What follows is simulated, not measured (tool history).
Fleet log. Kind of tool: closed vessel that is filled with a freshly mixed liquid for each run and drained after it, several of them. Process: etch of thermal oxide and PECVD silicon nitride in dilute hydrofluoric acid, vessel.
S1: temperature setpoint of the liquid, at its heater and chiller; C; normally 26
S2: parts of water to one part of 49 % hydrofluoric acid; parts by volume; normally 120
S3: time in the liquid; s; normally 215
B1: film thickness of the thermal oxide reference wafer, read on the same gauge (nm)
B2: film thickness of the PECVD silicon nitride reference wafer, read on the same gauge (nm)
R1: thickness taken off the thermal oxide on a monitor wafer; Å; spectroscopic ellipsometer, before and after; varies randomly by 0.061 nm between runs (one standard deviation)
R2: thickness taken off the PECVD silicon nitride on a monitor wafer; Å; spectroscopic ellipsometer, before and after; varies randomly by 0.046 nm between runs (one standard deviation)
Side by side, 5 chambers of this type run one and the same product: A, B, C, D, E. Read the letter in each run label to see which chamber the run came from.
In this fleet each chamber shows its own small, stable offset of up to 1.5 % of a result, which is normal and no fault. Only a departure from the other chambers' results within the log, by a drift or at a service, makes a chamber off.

{"run": "1A", "hour": 7.0, "S1": 26, "S2": 120, "S3": 215, "B1": 90.005, "B2": 60.0, "R1": 86.055, "R2": 62.309}
{"hour": 14.0, "done": "chamber B: hydrofluoric acid flow meter replaced"}
{"run": "2D", "hour": 17.9, "S1": 26, "S2": 120, "S3": 215, "B1": 89.981, "B2": 60.004, "R1": 86.6, "R2": 63.707}
{"run": "3E", "hour": 29.7, "S1": 26, "S2": 120, "S3": 215, "B1": 89.997, "B2": 60.014, "R1": 87.923, "R2": 63.222}
{"run": "4C", "hour": 41.9, "S1": 26, "S2": 120, "S3": 215, "B1": 89.993, "B2": 60.012, "R1": 88.548, "R2": 62.49}
{"run": "5B", "hour": 48.5, "S1": 26, "S2": 120, "S3": 215, "B1": 90.013, "B2": 60.013, "R1": 89.327, "R2": 64.134}
{"run": "6E", "hour": 61.3, "S1": 26, "S2": 120, "S3": 215, "B1": 90.006, "B2": 60.023, "R1": 88.388, "R2": 62.007}
{"run": "7D", "hour": 73.4, "S1": 26, "S2": 120, "S3": 215, "B1": 90.022, "B2": 59.998, "R1": 87.646, "R2": 62.996}
{"hour": 74.6, "done": "chamber A: thermometer replaced"}
{"run": "8C", "hour": 83.5, "S1": 26, "S2": 120, "S3": 215, "B1": 89.993, "B2": 59.995, "R1": 89.034, "R2": 62.648}
{"run": "9B", "hour": 95.7, "S1": 26, "S2": 120, "S3": 215, "B1": 90.017, "B2": 59.996, "R1": 87.149, "R2": 63.583}
{"run": "10A", "hour": 101.8, "S1": 26, "S2": 120, "S3": 215, "B1": 89.981, "B2": 59.993, "R1": 87.301, "R2": 62.397}
{"run": "11C", "hour": 110.4, "S1": 26, "S2": 85, "S3": 95, "B1": 89.979, "B2": 60.002, "R1": 57.408, "R2": 38.67}
{"run": "12A", "hour": 117.6, "S1": 26, "S2": 85, "S3": 95, "B1": 89.983, "B2": 59.998, "R1": 56.711, "R2": 38.349}
{"run": "13E", "hour": 124.2, "S1": 26, "S2": 85, "S3": 95, "B1": 89.983, "B2": 60.019, "R1": 55.534, "R2": 37.534}
{"run": "14B", "hour": 132.2, "S1": 26, "S2": 85, "S3": 95, "B1": 90.009, "B2": 59.987, "R1": 57.722, "R2": 39.243}
{"run": "15D", "hour": 140.9, "S1": 26, "S2": 85, "S3": 95, "B1": 89.981, "B2": 59.988, "R1": 56.614, "R2": 39.242}
{"run": "16D", "hour": 147.6, "S1": 26, "S2": 120, "S3": 215, "B1": 89.998, "B2": 59.994, "R1": 87.845, "R2": 62.91}
{"run": "17E", "hour": 157.4, "S1": 23, "S2": 95, "S3": 215, "B1": 89.983, "B2": 60.002, "R1": 97.763, "R2": 61.166}
{"run": "18C", "hour": 166.3, "S1": 23, "S2": 95, "S3": 215, "B1": 90.0, "B2": 59.984, "R1": 101.61, "R2": 63.848}
{"run": "19B", "hour": 179.4, "S1": 23, "S2": 95, "S3": 215, "B1": 89.998, "B2": 60.009, "R1": 102.72, "R2": 65.886}
{"run": "20A", "hour": 189.4, "S1": 23, "S2": 95, "S3": 215, "B1": 89.995, "B2": 59.977, "R1": 101.68, "R2": 64.476}
{"run": "21D", "hour": 196.4, "S1": 23, "S2": 95, "S3": 215, "B1": 89.98, "B2": 60.004, "R1": 100.72, "R2": 65.153}
{"run": "22C", "hour": 203.6, "S1": 26, "S2": 120, "S3": 215, "B1": 90.021, "B2": 59.998, "R1": 90.216, "R2": 62.48}
{"hour": 204.6, "done": "chamber A: hydrofluoric acid flow meter replaced"}
{"run": "23B", "hour": 212.5, "S1": 26, "S2": 120, "S3": 215, "B1": 90.0, "B2": 60.01, "R1": 87.987, "R2": 63.499}
{"run": "24E", "hour": 220.1, "S1": 26, "S2": 120, "S3": 215, "B1": 89.996, "B2": 60.022, "R1": 81.973, "R2": 56.264}
{"run": "25A", "hour": 232.8, "S1": 26, "S2": 120, "S3": 215, "B1": 90.015, "B2": 60.016, "R1": 86.422, "R2": 62.302}
{"run": "26A", "hour": 242.8, "S1": 26, "S2": 120, "S3": 215, "B1": 89.997, "B2": 60.014, "R1": 87.834, "R2": 61.26}
{"run": "27D", "hour": 253.8, "S1": 26, "S2": 120, "S3": 215, "B1": 89.999, "B2": 60.001, "R1": 86.909, "R2": 62.978}
{"run": "28E", "hour": 262.4, "S1": 26, "S2": 120, "S3": 215, "B1": 89.991, "B2": 60.006, "R1": 82.939, "R2": 55.974}
{"run": "29C", "hour": 268.4, "S1": 26, "S2": 120, "S3": 215, "B1": 90.003, "B2": 59.982, "R1": 88.345, "R2": 62.807}
{"run": "30B", "hour": 278.2, "S1": 26, "S2": 120, "S3": 215, "B1": 90.015, "B2": 59.993, "R1": 88.643, "R2": 63.487}

Next, every chamber runs the same settings. What will each give?
{"run": "31A", "hour": 288.0, "S1": 26, "S2": 120, "S3": 215, "R1": "?", "R2": "?"}
{"run": "31B", "hour": 288.0, "S1": 26, "S2": 120, "S3": 215, "R1": "?", "R2": "?"}
{"run": "31C", "hour": 288.0, "S1": 26, "S2": 120, "S3": 215, "R1": "?", "R2": "?"}
{"run": "31D", "hour": 288.0, "S1": 26, "S2": 120, "S3": 215, "R1": "?", "R2": "?"}
{"run": "31E", "hour": 288.0, "S1": 26, "S2": 120, "S3": 215, "R1": "?", "R2": "?"}

run=31A R1=88.225 R2=61.867
run=31B R1=88.277 R2=63.662
run=31C R1=88.084 R2=63.076
run=31D R1=88.043 R2=63.110
run=31E R1=80.873 R2=54.857

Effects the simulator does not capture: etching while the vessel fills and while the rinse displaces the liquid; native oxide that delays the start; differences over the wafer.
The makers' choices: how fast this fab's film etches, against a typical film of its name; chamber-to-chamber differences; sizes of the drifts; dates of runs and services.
